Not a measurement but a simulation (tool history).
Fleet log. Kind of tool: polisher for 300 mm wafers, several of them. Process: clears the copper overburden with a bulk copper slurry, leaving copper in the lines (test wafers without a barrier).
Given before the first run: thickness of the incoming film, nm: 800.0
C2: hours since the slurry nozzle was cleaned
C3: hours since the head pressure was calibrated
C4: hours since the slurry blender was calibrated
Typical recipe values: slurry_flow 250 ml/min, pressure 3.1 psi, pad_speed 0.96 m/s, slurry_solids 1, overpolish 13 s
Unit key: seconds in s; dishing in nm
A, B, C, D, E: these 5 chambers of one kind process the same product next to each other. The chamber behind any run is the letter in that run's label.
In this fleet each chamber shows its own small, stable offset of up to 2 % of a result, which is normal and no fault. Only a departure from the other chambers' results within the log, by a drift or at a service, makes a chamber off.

{"run": "1D", "hour": 4.9, "slurry_flow": 250, "pressure": 3.1, "pad_speed": 0.96, "slurry_solids": 1, "overpolish": 13, "wafers polished on this pad": 115, "C2": 18.1, "C3": 225.4, "C4": 227.1, "seconds": 86.244, "dishing": 68.045}
{"run": "2B", "hour": 9.3, "slurry_flow": 250, "pressure": 3.1, "pad_speed": 0.96, "slurry_solids": 1, "overpolish": 13, "wafers polished on this pad": 338, "C2": 71.2, "C3": 1285.8, "C4": 223.1, "seconds": 86.383, "dishing": 68.864}
{"run": "3C", "hour": 11.8, "slurry_flow": 250, "pressure": 3.1, "pad_speed": 0.96, "slurry_solids": 1, "overpolish": 13, "wafers polished on this pad": 442, "C2": 191.2, "C3": 612.6, "C4": 168.3, "seconds": 82.676, "dishing": 67.945}
{"hour": 12.0, "done": "chamber E: worn pad replaced by a new one"}
{"run": "4E", "hour": 14.7, "slurry_flow": 250, "pressure": 3.1, "pad_speed": 0.96, "slurry_solids": 1, "overpolish": 13, "wafers polished on this pad": 31, "C2": 77.9, "C3": 271, "C4": 344.8, "seconds": 85.88, "dishing": 69.703}
{"run": "5A", "hour": 17.8, "slurry_flow": 250, "pressure": 3.1, "pad_speed": 0.96, "slurry_solids": 1, "overpolish": 13, "wafers polished on this pad": 676, "C2": 84.7, "C3": 657.1, "C4": 341.9, "seconds": 84.92, "dishing": 66.929}
{"run": "6B", "hour": 20.6, "slurry_flow": 315, "pressure": 3.1, "pad_speed": 0.8, "slurry_solids": 1, "overpolish": 13, "wafers polished on this pad": 468, "C2": 82.5, "C3": 1297.1, "C4": 234.4, "seconds": 102.26, "dishing": 63.557}
{"run": "7E", "hour": 24.6, "slurry_flow": 315, "pressure": 3.1, "pad_speed": 0.8, "slurry_solids": 1, "overpolish": 13, "wafers polished on this pad": 145, "C2": 87.8, "C3": 280.9, "C4": 354.7, "seconds": 100.07, "dishing": 62.052}
{"run": "8A", "hour": 29.5, "slurry_flow": 315, "pressure": 3.1, "pad_speed": 0.8, "slurry_solids": 1, "overpolish": 13, "wafers polished on this pad": 811, "C2": 96.4, "C3": 668.8, "C4": 353.6, "seconds": 101.93, "dishing": 60.155}
{"hour": 30.7, "done": "chamber D: slurry blender recalibrated"}
{"run": "9C", "hour": 34.2, "slurry_flow": 315, "pressure": 3.1, "pad_speed": 0.8, "slurry_solids": 1, "overpolish": 13, "wafers polished on this pad": 699, "C2": 213.6, "C3": 635, "C4": 190.7, "seconds": 102.48, "dishing": 60.448}
{"run": "10D", "hour": 36.5, "slurry_flow": 315, "pressure": 3.1, "pad_speed": 0.8, "slurry_solids": 1, "overpolish": 13, "wafers polished on this pad": 477, "C2": 49.7, "C3": 257, "C4": 5.8, "seconds": 99.161, "dishing": 59.437}
{"run": "11D", "hour": 40.6, "slurry_flow": 250, "pressure": 3.1, "pad_speed": 0.96, "slurry_solids": 1, "overpolish": 13, "wafers polished on this pad": 524, "C2": 53.8, "C3": 261.1, "C4": 9.9, "seconds": 86.963, "dishing": 67.715}
{"hour": 41.8, "done": "chamber B: head pressure recalibrated"}
{"run": "12E", "hour": 43.9, "slurry_flow": 250, "pressure": 3.1, "pad_speed": 0.96, "slurry_solids": 1, "overpolish": 13, "wafers polished on this pad": 366, "C2": 107.1, "C3": 300.2, "C4": 374, "seconds": 84.792, "dishing": 71.836}
{"run": "13C", "hour": 46.2, "slurry_flow": 250, "pressure": 3.1, "pad_speed": 0.96, "slurry_solids": 1, "overpolish": 13, "wafers polished on this pad": 836, "C2": 225.6, "C3": 647, "C4": 202.7, "seconds": 85.31, "dishing": 69.108}
{"run": "14A", "hour": 49.0, "slurry_flow": 250, "pressure": 3.1, "pad_speed": 0.96, "slurry_solids": 1, "overpolish": 13, "wafers polished on this pad": 1034, "C2": 115.9, "C3": 688.3, "C4": 373.1, "seconds": 85.99, "dishing": 67.372}
{"run": "15B", "hour": 53.1, "slurry_flow": 250, "pressure": 3.1, "pad_speed": 0.96, "slurry_solids": 1, "overpolish": 13, "wafers polished on this pad": 840, "C2": 115, "C3": 11.4, "C4": 266.9, "seconds": 85.534, "dishing": 66.931}
{"hour": 53.5, "done": "chamber E: worn pad replaced by a new one"}
{"run": "16D", "hour": 57.7, "slurry_flow": 250, "pressure": 3.1, "pad_speed": 0.96, "slurry_solids": 1, "overpolish": 13, "wafers polished on this pad": 720, "C2": 70.9, "C3": 278.2, "C4": 27, "seconds": 89.562, "dishing": 67.729}
{"hour": 61.5, "done": "chamber A: worn pad replaced by a new one"}
{"run": "17E", "hour": 62.1, "slurry_flow": 250, "pressure": 2.6, "pad_speed": 0.96, "slurry_solids": 1, "overpolish": 13, "wafers polished on this pad": 99, "C2": 125.3, "C3": 318.4, "C4": 392.2, "seconds": 103.46, "dishing": 61.113}
{"hour": 63.7, "done": "chamber A: slurry blender recalibrated"}
{"run": "18A", "hour": 66.1, "slurry_flow": 250, "pressure": 2.6, "pad_speed": 0.96, "slurry_solids": 1, "overpolish": 13, "wafers polished on this pad": 53, "C2": 133, "C3": 705.4, "C4": 2.4, "seconds": 101.05, "dishing": 58.665}
{"run": "19B", "hour": 68.4, "slurry_flow": 250, "pressure": 2.6, "pad_speed": 0.96, "slurry_solids": 1, "overpolish": 13, "wafers polished on this pad": 1016, "C2": 130.3, "C3": 26.7, "C4": 282.2, "seconds": 101.12, "dishing": 61.187}
{"run": "20C", "hour": 71.4, "slurry_flow": 250, "pressure": 2.6, "pad_speed": 0.96, "slurry_solids": 1, "overpolish": 13, "wafers polished on this pad": 1125, "C2": 250.8, "C3": 672.2, "C4": 227.9, "seconds": 100.38, "dishing": 60.924}
{"run": "21B", "hour": 73.6, "slurry_flow": 250, "pressure": 2.6, "pad_speed": 0.96, "slurry_solids": 1, "overpolish": 13, "wafers polished on this pad": 1075, "C2": 135.5, "C3": 31.9, "C4": 287.4, "seconds": 99.674, "dishing": 59.175}
{"run": "22A", "hour": 76.9, "slurry_flow": 250, "pressure": 3.1, "pad_speed": 0.96, "slurry_solids": 1, "overpolish": 13, "wafers polished on this pad": 177, "C2": 143.8, "C3": 716.2, "C4": 13.2, "seconds": 86.346, "dishing": 67.934}
{"hour": 78.7, "done": "chamber B: worn pad replaced by a new one"}
{"run": "23E", "hour": 80.6, "slurry_flow": 250, "pressure": 2.4, "pad_speed": 0.96, "slurry_solids": 1, "overpolish": 13, "wafers polished on this pad": 311, "C2": 143.8, "C3": 336.9, "C4": 410.7, "seconds": 111.78, "dishing": 56.182}
{"hour": 82.2, "done": "chamber C: worn pad replaced by a new one"}
{"run": "24D", "hour": 85.0, "slurry_flow": 250, "pressure": 2.4, "pad_speed": 0.96, "slurry_solids": 1, "overpolish": 13, "wafers polished on this pad": 1034, "C2": 98.2, "C3": 305.5, "C4": 54.3, "seconds": 114.65, "dishing": 53.864}
{"run": "25C", "hour": 89.0, "slurry_flow": 250, "pressure": 2.4, "pad_speed": 0.96, "slurry_solids": 1, "overpolish": 13, "wafers polished on this pad": 78, "C2": 268.4, "C3": 689.8, "C4": 245.5, "seconds": 111.13, "dishing": 53.63}
{"hour": 91.6, "done": "chamber E: head pressure recalibrated"}
{"run": "26C", "hour": 93.4, "slurry_flow": 250, "pressure": 2.4, "pad_speed": 0.96, "slurry_solids": 1, "overpolish": 13, "wafers polished on this pad": 128, "C2": 272.8, "C3": 694.2, "C4": 249.9, "seconds": 113.25, "dishing": 56.806}
{"hour": 94.9, "done": "chamber E: worn pad replaced by a new one"}
{"run": "27A", "hour": 96.6, "slurry_flow": 250, "pressure": 2.4, "pad_speed": 0.96, "slurry_solids": 1, "overpolish": 13, "wafers polished on this pad": 403, "C2": 163.5, "C3": 735.9, "C4": 32.9, "seconds": 112.22, "dishing": 57.052}
{"hour": 98.7, "done": "chamber D: worn pad replaced by a new one"}
{"run": "28D", "hour": 101.2, "slurry_flow": 250, "pressure": 3.1, "pad_speed": 0.96, "slurry_solids": 1, "overpolish": 13, "wafers polished on this pad": 29, "C2": 114.4, "C3": 321.7, "C4": 70.5, "seconds": 92.756, "dishing": 64.338}
{"run": "29B", "hour": 105.5, "slurry_flow": 250, "pressure": 3.1, "pad_speed": 0.96, "slurry_solids": 1, "overpolish": 13, "wafers polished on this pad": 307, "C2": 167.4, "C3": 63.8, "C4": 319.3, "seconds": 84.862, "dishing": 67.688}
{"run": "30E", "hour": 108.1, "slurry_flow": 250, "pressure": 3.1, "pad_speed": 0.96, "slurry_solids": 1, "overpolish": 13, "wafers polished on this pad": 151, "C2": 171.3, "C3": 16.5, "C4": 438.2, "seconds": 86.196, "dishing": 71.283}
{"run": "31A", "hour": 110.3, "slurry_flow": 250, "pressure": 3.1, "pad_speed": 0.96, "slurry_solids": 1, "overpolish": 13, "wafers polished on this pad": 560, "C2": 177.2, "C3": 749.6, "C4": 46.6, "seconds": 84.407, "dishing": 69.727}
{"hour": 112.0, "done": "chamber C: head pressure recalibrated"}
{"run": "32E", "hour": 113.8, "slurry_flow": 250, "pressure": 3.1, "pad_speed": 0.96, "slurry_solids": 1, "overpolish": 13, "wafers polished on this pad": 217, "C2": 177, "C3": 22.2, "C4": 443.9, "seconds": 83.63, "dishing": 65.839}
{"run": "33B", "hour": 116.0, "slurry_flow": 250, "pressure": 3.1, "pad_speed": 0.96, "slurry_solids": 1, "overpolish": 13, "wafers polished on this pad": 427, "C2": 177.9, "C3": 74.3, "C4": 329.8, "seconds": 84.771, "dishing": 70.312}
{"hour": 118.8, "done": "chamber E: slurry blender recalibrated"}
{"run": "34C", "hour": 119.9, "slurry_flow": 250, "pressure": 3.1, "pad_speed": 0.96, "slurry_solids": 1, "overpolish": 13, "wafers polished on this pad": 432, "C2": 299.3, "C3": 8, "C4": 276.4, "seconds": 85.778, "dishing": 67.067}
{"run": "35D", "hour": 124.2, "slurry_flow": 250, "pressure": 3.1, "pad_speed": 0.96, "slurry_solids": 1, "overpolish": 13, "wafers polished on this pad": 292, "C2": 137.4, "C3": 344.7, "C4": 93.5, "seconds": 93.845, "dishing": 64.117}
{"run": "36E", "hour": 126.9, "slurry_flow": 250, "pressure": 3.1, "pad_speed": 0.96, "slurry_solids": 1, "overpolish": 13, "wafers polished on this pad": 367, "C2": 190.1, "C3": 35.3, "C4": 8.1, "seconds": 86.772, "dishing": 71.01}
{"run": "37A", "hour": 131.4, "slurry_flow": 250, "pressure": 3.1, "pad_speed": 0.96, "slurry_solids": 1, "overpolish": 13, "wafers polished on this pad": 802, "C2": 198.3, "C3": 770.7, "C4": 67.7, "seconds": 87.093, "dishing": 65.477}
{"run": "38D", "hour": 133.9, "slurry_flow": 250, "pressure": 3.1, "pad_speed": 0.82, "slurry_solids": 0.8, "overpolish": 13, "wafers polished on this pad": 404, "C2": 147.1, "C3": 354.4, "C4": 103.2, "seconds": 116.93, "dishing": 53.316}
{"run": "39C", "hour": 137.2, "slurry_flow": 250, "pressure": 3.1, "pad_speed": 0.82, "slurry_solids": 0.8, "overpolish": 13, "wafers polished on this pad": 630, "C2": 316.6, "C3": 25.3, "C4": 293.7, "seconds": 104.99, "dishing": 56.876}
{"run": "40B", "hour": 140.8, "slurry_flow": 250, "pressure": 3.1, "pad_speed": 0.82, "slurry_solids": 0.8, "overpolish": 13, "wafers polished on this pad": 712, "C2": 202.7, "C3": 99.1, "C4": 354.6, "seconds": 108.25, "dishing": 59.25}

One chamber off, gauge drift, or nothing amiss beyond the chambers' own small offsets? If it is a chamber, which one, and what is the likeliest cause?

One chamber, D, drifts off from the rest bit by bit.
Cause: head's pressure below its setpoint, % = 10.6.

Below are 4 candidate recipes for chamber D's next run, each the usual settings with a change, their results shown as question marks. Which of them brings D's results back in line with what the other chambers give on the usual settings?
A result is in line if it is within this distance of the other chambers' mean on the usual settings: seconds 4.4 s; dishing 5.5 nm
{"run": "41D-1", "hour": 144.3, "slurry_flow": 245, "pressure": 2.8, "pad_speed": 0.86, "slurry_solids": 1, "overpolish": 13, "seconds": "?", "dishing": "?"}
{"run": "41D-2", "hour": 144.3, "slurry_flow": 255, "pressure": 3.4, "pad_speed": 1.06, "slurry_solids": 1, "overpolish": 13, "seconds": "?", "dishing": "?"}
{"run": "41D-3", "hour": 144.3, "slurry_flow": 250, "pressure": 2.9, "pad_speed": 0.9, "slurry_solids": 1, "overpolish": 13, "seconds": "?", "dishing": "?"}
{"run": "41D-4", "hour": 144.3, "slurry_flow": 250, "pressure": 3.3, "pad_speed": 1.02, "slurry_solids": 1, "overpolish": 13, "seconds": "?", "dishing": "?"}

The other chambers' mean on the usual settings: seconds 85.712 s; dishing 68.556 nm
run=41D-1 seconds=119.67 dishing=53.652
run=41D-2 seconds=79.32 dishing=72.961
run=41D-3 seconds=110.07 dishing=57.235
run=41D-4 seconds=85.158 dishing=69.386
The right change is 41D-4: it brings the chamber back within the allowed miss of the others.

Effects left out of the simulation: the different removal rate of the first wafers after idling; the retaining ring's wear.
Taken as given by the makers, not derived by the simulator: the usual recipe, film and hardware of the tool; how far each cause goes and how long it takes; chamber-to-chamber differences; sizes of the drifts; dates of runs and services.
